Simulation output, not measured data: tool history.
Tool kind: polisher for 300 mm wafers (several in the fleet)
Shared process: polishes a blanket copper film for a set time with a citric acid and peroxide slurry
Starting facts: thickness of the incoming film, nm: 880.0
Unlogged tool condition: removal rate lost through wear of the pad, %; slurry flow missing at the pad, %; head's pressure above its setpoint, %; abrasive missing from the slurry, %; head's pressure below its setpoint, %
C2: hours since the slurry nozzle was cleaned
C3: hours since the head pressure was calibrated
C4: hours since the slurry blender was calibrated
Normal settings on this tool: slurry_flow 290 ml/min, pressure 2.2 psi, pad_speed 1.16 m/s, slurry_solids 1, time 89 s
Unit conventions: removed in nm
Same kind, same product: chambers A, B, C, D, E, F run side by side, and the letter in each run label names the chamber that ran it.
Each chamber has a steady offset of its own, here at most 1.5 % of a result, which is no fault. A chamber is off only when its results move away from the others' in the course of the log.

At hour 1.7: chamber D: worn pad replaced by a new one.
At hour 2.9: chamber E: slurry blender recalibrated.
Run 1F, hour 10.4: usual settings; wafers polished on this pad 728; C2 310.8; C3 34; C4 14.2. Result: removed 170.88 nm.
At hour 13.5: chamber E: worn pad replaced by a new one.
Run 2D, hour 20.1: usual settings; wafers polished on this pad 250; C2 419; C3 676.6; C4 101.1. Result: removed 173.72 nm.
At hour 24.1: chamber B: slurry blender recalibrated.
At hour 25.3: chamber A: slurry blender recalibrated.
Run 3C, hour 29.3: usual settings; wafers polished on this pad 407; C2 282.1; C3 59.7; C4 33. Result: removed 173.25 nm.
At hour 31.3: chamber D: slurry blender recalibrated.
Run 4E, hour 39.2: usual settings; wafers polished on this pad 350; C2 97.3; C3 1035; C4 36.3. Result: removed 171.96 nm.
At hour 41.3: chamber F: worn pad replaced by a new one.
At hour 44.5: chamber F: slurry nozzle cleaned.
Run 5A, hour 46.5: usual settings but slurry_flow 220 ml/min, slurry_solids 0.7; wafers polished on this pad 839; C2 206.1; C3 450.3; C4 21.3. Result: removed 155.39 nm.
Run 6B, hour 54.2: usual settings but slurry_flow 220 ml/min, slurry_solids 0.7; wafers polished on this pad 751; C2 156.8; C3 1023.5; C4 30.1. Result: removed 157.28 nm.
At hour 59.8: chamber C: worn pad replaced by a new one.
Run 7F, hour 61.4: usual settings but slurry_flow 220 ml/min, slurry_solids 0.7; wafers polished on this pad 273; C2 17; C3 85; C4 65.2. Result: removed 154.93 nm.
At hour 63.9: chamber D: worn pad replaced by a new one.
Run 8C, hour 67.4: usual settings but slurry_flow 220 ml/min, slurry_solids 0.7; wafers polished on this pad 104; C2 320.2; C3 97.8; C4 71.1. Result: removed 156.24 nm.
At hour 69.2: chamber E: worn pad replaced by a new one.
Run 9A, hour 72.4: usual settings but slurry_flow 220 ml/min, slurry_solids 0.7; wafers polished on this pad 1191; C2 232; C3 476.2; C4 47.2. Result: removed 155.91 nm.
Run 10D, hour 80.9: usual settings but slurry_flow 220 ml/min, slurry_solids 0.7; wafers polished on this pad 232; C2 479.8; C3 737.4; C4 49.7. Result: removed 154.86 nm.
At hour 81: chamber B: worn pad replaced by a new one.
At hour 90: chamber C: slurry nozzle cleaned.
Run 11B, hour 90.3: usual settings; wafers polished on this pad 127; C2 192.9; C3 1059.6; C4 66.2. Result: removed 171.02 nm.
Run 12E, hour 100.9: usual settings; wafers polished on this pad 431; C2 159; C3 1096.7; C4 98. Result: removed 172.06 nm.
At hour 103.8: chamber E: head pressure recalibrated.
Run 13B, hour 110.7: usual settings but pressure 2.9 psi, slurry_solids 0.75; wafers polished on this pad 404; C2 213.3; C3 1080; C4 86.6. Result: removed 211.64 nm.
Run 14F, hour 119.1: usual settings but pressure 2.9 psi, slurry_solids 0.75; wafers polished on this pad 1057; C2 74.7; C3 142.7; C4 122.9. Result: removed 213.75 nm.
At hour 121.7: chamber C: worn pad replaced by a new one.
At hour 123.5: chamber D: worn pad replaced by a new one.
At hour 124.5: chamber E: worn pad replaced by a new one.
Run 15C, hour 129.6: usual settings but pressure 2.9 psi, slurry_solids 0.75; wafers polished on this pad 107; C2 39.7; C3 160; C4 133.3. Result: removed 211.33 nm.
At hour 132.3: chamber F: worn pad replaced by a new one.
Run 16E, hour 136.1: usual settings but pressure 2.9 psi, slurry_solids 0.75; wafers polished on this pad 157; C2 194.2; C3 32.4; C4 133.2. Result: removed 213.47 nm.
Run 17A, hour 144.1: usual settings but pressure 2.9 psi, slurry_solids 0.75; wafers polished on this pad 2165; C2 303.7; C3 547.9; C4 118.9. Result: removed 205.81 nm.
At hour 148.5: chamber D: slurry blender recalibrated.
At hour 151.4: chamber C: slurry blender recalibrated.
Run 18D, hour 153.5: usual settings but pressure 2.9 psi, slurry_solids 0.75; wafers polished on this pad 407; C2 552.4; C3 810; C4 5.1. Result: removed 213.88 nm.
Run 19E, hour 161.5: usual settings; wafers polished on this pad 502; C2 219.6; C3 57.8; C4 158.6. Result: removed 171.28 nm.
At hour 161.9: chamber A: slurry nozzle cleaned.
At hour 167.8: chamber B: worn pad replaced by a new one.
Run 20B, hour 168.4: usual settings; wafers polished on this pad 9; C2 271; C3 1137.7; C4 144.3. Result: removed 174.89 nm.
Run 21F, hour 174.4: usual settings; wafers polished on this pad 572; C2 130; C3 198; C4 178.2. Result: removed 173.91 nm.
At hour 177: chamber E: worn pad replaced by a new one.
Run 22C, hour 182.4: usual settings; wafers polished on this pad 824; C2 92.5; C3 212.8; C4 31. Result: removed 174.64 nm.
At hour 182.5: chamber E: slurry blender recalibrated.
At hour 184.9: chamber C: worn pad replaced by a new one.
Run 23D, hour 189.5: usual settings; wafers polished on this pad 896; C2 588.4; C3 846; C4 41.1. Result: removed 172.42 nm.
At hour 193.6: chamber D: worn pad replaced by a new one.
Run 24A, hour 197.4: usual settings; wafers polished on this pad 2889; C2 35.5; C3 601.2; C4 172.2. Result: removed 168.44 nm.
Run 25E, hour 206.2: usual settings; wafers polished on this pad 397; C2 264.3; C3 102.5; C4 23.7. Result: removed 175.13 nm.
Run 26A, hour 216.6: usual settings; wafers polished on this pad 3150; C2 54.7; C3 620.4; C4 191.4. Result: removed 170.41 nm.
At hour 216.7: chamber D: head pressure recalibrated.
Run 27B, hour 221.3: usual settings; wafers polished on this pad 727; C2 323.9; C3 1190.6; C4 197.2. Result: removed 171.27 nm.
Run 28C, hour 228.6: usual settings; wafers polished on this pad 594; C2 138.7; C3 259; C4 77.2. Result: removed 174.24 nm.
At hour 232.6: chamber F: worn pad replaced by a new one.
Run 29D, hour 237.2: usual settings but pressure 1.5 psi, time 70 s; wafers polished on this pad 593; C2 636.1; C3 20.6; C4 88.8. Result: removed 94.623 nm.
At hour 239.1: chamber E: worn pad replaced by a new one.
Run 30F, hour 244.9: usual settings but pressure 1.5 psi, time 70 s; wafers polished on this pad 167; C2 200.5; C3 268.5; C4 248.7. Result: removed 93.576 nm.
At hour 252.3: chamber C: worn pad replaced by a new one.
At hour 252.7: chamber E: slurry nozzle cleaned.
Run 31F, hour 253.7: usual settings but pressure 1.5 psi, time 70 s; wafers polished on this pad 286; C2 209.3; C3 277.3; C4 257.5. Result: removed 93.286 nm.
Run 32C, hour 261: usual settings but pressure 1.5 psi, time 70 s; wafers polished on this pad 119; C2 171.1; C3 291.4; C4 109.6. Result: removed 94.38 nm.
At hour 263.2: chamber D: slurry blender recalibrated.
Run 33E, hour 265.7: usual settings but pressure 1.5 psi, time 70 s; wafers polished on this pad 362; C2 13; C3 162; C4 83.2. Result: removed 96.277 nm.
At hour 266: chamber D: worn pad replaced by a new one.
At hour 269.8: chamber B: worn pad replaced by a new one.
Run 34A, hour 275.1: usual settings but pressure 1.5 psi, time 70 s; wafers polished on this pad 3945; C2 113.2; C3 678.9; C4 249.9. Result: removed 91.418 nm.
Run 35B, hour 283.9: usual settings; wafers polished on this pad 191; C2 386.5; C3 1253.2; C4 259.8. Result: removed 170.72 nm.
Run 36D, hour 290.9: usual settings; wafers polished on this pad 339; C2 689.8; C3 74.3; C4 27.8. Result: removed 171.08 nm.

Does one chamber stand apart from the rest, does the shared gauge drift, or is all well apart from small per-chamber offsets? Give the chamber and the most likely cause, where there is one.

One chamber, A, drifts off from the rest bit by bit.
Cause: removal rate lost through wear of the pad, % = 4.53.
With only this log, it may be confused with: head's pressure below its setpoint, %.

Which of the 4 candidates below, each the usual settings with something changed and its results left as question marks, puts chamber A back in line with what the other chambers give on the usual settings?
Counts as in line when no further than this from what the other chambers average on the usual settings: removed 4.8 nm
Run 37A-1, hour 298.5: usual settings but pressure 2.3 psi, pad_speed 1.18 m/s, time 91 s. Result: removed ?.
Run 37A-2, hour 298.5: usual settings but pad_speed 1.18 m/s, time 90 s. Result: removed ?.
Run 37A-3, hour 298.5: usual settings but pressure 2 psi. Result: removed ?.
Run 37A-4, hour 298.5: usual settings but slurry_flow 265 ml/min, slurry_solids 0.85. Result: removed ?.

Usual-settings mean across the other chambers: removed 172.37 nm
  run  removed
37A-1   179.74
37A-2   170.35
37A-3   151.23
37A-4   158.65
The right change is 37A-2: it brings the chamber back within the allowed miss of the others.
